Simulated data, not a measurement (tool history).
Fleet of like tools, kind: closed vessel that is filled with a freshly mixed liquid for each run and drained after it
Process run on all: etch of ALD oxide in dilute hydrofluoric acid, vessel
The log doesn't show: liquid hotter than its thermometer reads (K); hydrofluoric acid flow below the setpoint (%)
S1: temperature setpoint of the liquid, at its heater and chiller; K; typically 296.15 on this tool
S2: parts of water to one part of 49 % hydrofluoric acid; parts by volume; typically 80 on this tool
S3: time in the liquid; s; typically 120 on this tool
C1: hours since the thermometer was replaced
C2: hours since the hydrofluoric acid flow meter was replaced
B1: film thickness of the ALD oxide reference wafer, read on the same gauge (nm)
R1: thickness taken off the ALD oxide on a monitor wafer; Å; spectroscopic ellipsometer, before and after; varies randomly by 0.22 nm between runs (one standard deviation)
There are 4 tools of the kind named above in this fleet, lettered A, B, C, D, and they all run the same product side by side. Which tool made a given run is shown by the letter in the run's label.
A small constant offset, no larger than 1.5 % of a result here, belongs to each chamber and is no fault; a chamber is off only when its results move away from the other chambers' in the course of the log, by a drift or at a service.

run,day,S1,S2,S3,C1,C2,B1,R1
1A,0.204,296.15,80,120,740.0,737.5,29.970,247.42
2C,0.467,296.15,80,120,1036.2,814.9,30.014,240.76
3D,0.688,296.15,80,120,1092.7,715.5,29.997,245.79
4B,0.871,296.15,80,120,1213.7,1497.7,29.991,245.86
5D,1.025,296.15,80,120,1100.8,723.6,30.006,245.22
6A,1.229,296.15,80,120,764.6,762.1,29.997,245.06
7B,1.396,296.15,80,120,1226.3,1510.3,29.988,245.85
8C,1.596,296.15,80,120,1063.3,842.0,30.005,244.55
# day 1.742: chamber B: hydrofluoric acid flow meter replaced
9C,1.779,296.15,80,120,1067.7,846.4,29.999,243.03
10B,2.004,296.15,80,120,1240.9,6.3,29.998,245.11
11A,2.229,296.15,80,120,788.6,786.1,30.001,247.28
12D,2.504,296.15,80,120,1136.3,759.1,29.985,236.64
13B,2.675,296.15,80,120,1257.0,22.4,29.994,250.73
14D,2.954,296.15,80,120,1147.1,769.9,29.998,236.90
15C,3.208,296.15,80,120,1102.0,880.7,29.975,240.89
16A,3.408,296.15,80,120,816.9,814.4,29.999,243.33
17A,3.654,296.15,45,120,822.8,820.3,29.987,471.60
18D,3.871,296.15,45,120,1169.1,791.9,30.018,433.07
19B,4.029,296.15,45,120,1289.5,54.9,30.023,458.69
20C,4.275,296.15,45,120,1127.6,906.3,30.001,452.86
21D,4.475,296.15,80,120,1183.6,806.4,29.992,228.73
22B,4.629,296.15,80,120,1303.9,69.3,29.984,245.18
23C,4.896,296.15,80,120,1142.5,921.2,29.992,245.83
24A,5.125,296.15,80,120,858.1,855.6,29.987,247.48
25C,5.358,296.15,80,120,1153.6,932.3,29.980,240.61
26B,5.492,296.15,80,120,1324.6,90.0,30.017,244.47
27D,5.638,296.15,80,120,1211.5,834.3,30.003,226.25
28A,5.842,296.15,80,120,875.3,872.8,30.003,247.96
29D,6.092,296.15,80,120,1222.4,845.2,29.993,223.91
30C,6.329,299.65,80,160,1176.9,955.6,29.998,375.22
31B,6.475,299.65,80,160,1348.2,113.6,29.987,371.52

Next, all 4 chambers run the settings below, one line each with question marks for the results. What does each chamber give?
32A,6.675,293.65,80,120,,,,?
32B,6.675,293.65,80,120,,,,?
32C,6.675,293.65,80,120,,,,?
32D,6.675,293.65,80,120,,,,?

run,R1
32A,224.45
32B,222.29
32C,219.77
32D,199.90

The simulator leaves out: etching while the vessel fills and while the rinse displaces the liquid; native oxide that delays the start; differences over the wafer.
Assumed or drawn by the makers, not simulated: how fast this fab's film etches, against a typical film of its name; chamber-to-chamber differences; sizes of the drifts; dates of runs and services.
